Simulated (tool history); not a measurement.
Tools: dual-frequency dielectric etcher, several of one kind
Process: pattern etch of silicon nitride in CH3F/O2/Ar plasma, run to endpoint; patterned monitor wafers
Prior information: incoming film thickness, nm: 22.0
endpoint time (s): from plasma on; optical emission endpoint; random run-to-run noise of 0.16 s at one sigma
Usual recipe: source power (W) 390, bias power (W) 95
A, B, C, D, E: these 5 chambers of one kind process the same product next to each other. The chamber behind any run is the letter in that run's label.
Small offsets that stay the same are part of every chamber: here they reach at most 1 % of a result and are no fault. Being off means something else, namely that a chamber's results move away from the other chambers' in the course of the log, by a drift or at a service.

run 1B hour=6.1 | source_power_(W)=390 bias_power_(W)=95 | endpoint_time_(s)=29.31
run 2D hour=13.1 | source_power_(W)=390 bias_power_(W)=95 | endpoint_time_(s)=29.363
run 3E hour=19.4 | source_power_(W)=390 bias_power_(W)=95 | endpoint_time_(s)=28.808
run 4A hour=24.8 | source_power_(W)=390 bias_power_(W)=95 | endpoint_time_(s)=29.369
run 5C hour=32.4 | source_power_(W)=390 bias_power_(W)=95 | endpoint_time_(s)=29.17
run 6E hour=37.2 | source_power_(W)=300 bias_power_(W)=95 | endpoint_time_(s)=31.767
run 7C hour=42.3 | source_power_(W)=300 bias_power_(W)=95 | endpoint_time_(s)=32.486
run 8B hour=45.8 | source_power_(W)=300 bias_power_(W)=95 | endpoint_time_(s)=32.173
run 9D hour=51.2 | source_power_(W)=300 bias_power_(W)=95 | endpoint_time_(s)=32.134
run 10A hour=56.9 | source_power_(W)=300 bias_power_(W)=95 | endpoint_time_(s)=32.387
run 11B hour=61.6 | source_power_(W)=390 bias_power_(W)=95 | endpoint_time_(s)=29.352
run 12E hour=67.2 | source_power_(W)=390 bias_power_(W)=95 | endpoint_time_(s)=28.713
run 13C hour=70.9 | source_power_(W)=390 bias_power_(W)=111 | endpoint_time_(s)=27.815
run 14D hour=78.4 | source_power_(W)=390 bias_power_(W)=111 | endpoint_time_(s)=27.484
run 15A hour=84.7 | source_power_(W)=390 bias_power_(W)=111 | endpoint_time_(s)=27.495
run 16B hour=90.8 | source_power_(W)=390 bias_power_(W)=111 | endpoint_time_(s)=27.734
-- hour=96 chamber C: wet clean of the chamber
run 17D hour=96.6 | source_power_(W)=390 bias_power_(W)=111 | endpoint_time_(s)=27.399
run 18C hour=100.8 | source_power_(W)=390 bias_power_(W)=95 | endpoint_time_(s)=29.438
run 19A hour=105.9 | source_power_(W)=390 bias_power_(W)=95 | endpoint_time_(s)=28.993
run 20E hour=113.5 | source_power_(W)=390 bias_power_(W)=95 | endpoint_time_(s)=29.235
run 21D hour=117.9 | source_power_(W)=390 bias_power_(W)=95 | endpoint_time_(s)=29.334
run 22B hour=123.1 | source_power_(W)=390 bias_power_(W)=77 | endpoint_time_(s)=31.41
run 23E hour=130.4 | source_power_(W)=390 bias_power_(W)=77 | endpoint_time_(s)=31.507
run 24A hour=134.9 | source_power_(W)=390 bias_power_(W)=77 | endpoint_time_(s)=31.4
run 25C hour=140.9 | source_power_(W)=390 bias_power_(W)=77 | endpoint_time_(s)=31.678
run 26B hour=148.2 | source_power_(W)=390 bias_power_(W)=77 | endpoint_time_(s)=31.389
run 27E hour=152.2 | source_power_(W)=390 bias_power_(W)=95 | endpoint_time_(s)=29.488
run 28C hour=157.9 | source_power_(W)=390 bias_power_(W)=95 | endpoint_time_(s)=29.297
run 29A hour=165.1 | source_power_(W)=390 bias_power_(W)=95 | endpoint_time_(s)=29.42
run 30D hour=171.1 | source_power_(W)=390 bias_power_(W)=95 | endpoint_time_(s)=29.402
run 31D hour=178.7 | source_power_(W)=390 bias_power_(W)=95 | endpoint_time_(s)=29.162
run 32C hour=183.2 | source_power_(W)=390 bias_power_(W)=95 | endpoint_time_(s)=29.151
run 33E hour=188.2 | source_power_(W)=390 bias_power_(W)=95 | endpoint_time_(s)=29.792
run 34A hour=193.2 | source_power_(W)=390 bias_power_(W)=95 | endpoint_time_(s)=29.22
run 35B hour=198.3 | source_power_(W)=390 bias_power_(W)=95 | endpoint_time_(s)=29.087
run 36D hour=205.5 | source_power_(W)=390 bias_power_(W)=95 | endpoint_time_(s)=29.11
-- hour=209 chamber E: source power generator calibrated
run 37C hour=212.4 | source_power_(W)=390 bias_power_(W)=95 | endpoint_time_(s)=29.341
run 38A hour=215.9 | source_power_(W)=390 bias_power_(W)=95 | endpoint_time_(s)=29.17
run 39B hour=223.3 | source_power_(W)=490 bias_power_(W)=105 | endpoint_time_(s)=25.868
-- hour=230 chamber A: source power generator calibrated
run 40E hour=230.8 | source_power_(W)=490 bias_power_(W)=105 | endpoint_time_(s)=26.872
run 41A hour=236.3 | source_power_(W)=490 bias_power_(W)=105 | endpoint_time_(s)=26.056

What goes on in this fleet: one chamber off, a drifting gauge, or nothing beyond the chambers' own small offsets? Name the chamber and the cause, if any.

Little by little, chamber E moves away from the other chambers.
What lies behind it: etch rate under this chamber's usual, % = 5.15.

Below are 4 candidate recipes for chamber E's next run, each the usual settings with a change, their results shown as question marks. Which of them brings E's results back in line with what the other chambers give on the usual settings?
In line here means within this much of the mean the other chambers give on the usual settings: endpoint time (s) 0.55
run 42E-1 hour=241.9 | source_power_(W)=310 bias_power_(W)=95 | endpoint_time_(s)=?
run 42E-2 hour=241.9 | source_power_(W)=440 bias_power_(W)=107 | endpoint_time_(s)=?
run 42E-3 hour=241.9 | source_power_(W)=430 bias_power_(W)=95 | endpoint_time_(s)=?
run 42E-4 hour=241.9 | source_power_(W)=350 bias_power_(W)=95 | endpoint_time_(s)=?

Usual-settings mean across the other chambers: endpoint time (s) 29.267
run=42E-1 endpoint_time_(s)=33.182
run=42E-2 endpoint_time_(s)=27.92
run=42E-3 endpoint_time_(s)=29.397
run=42E-4 endpoint_time_(s)=31.728
Change 42E-3 lands the chamber within the allowed miss of the other chambers.
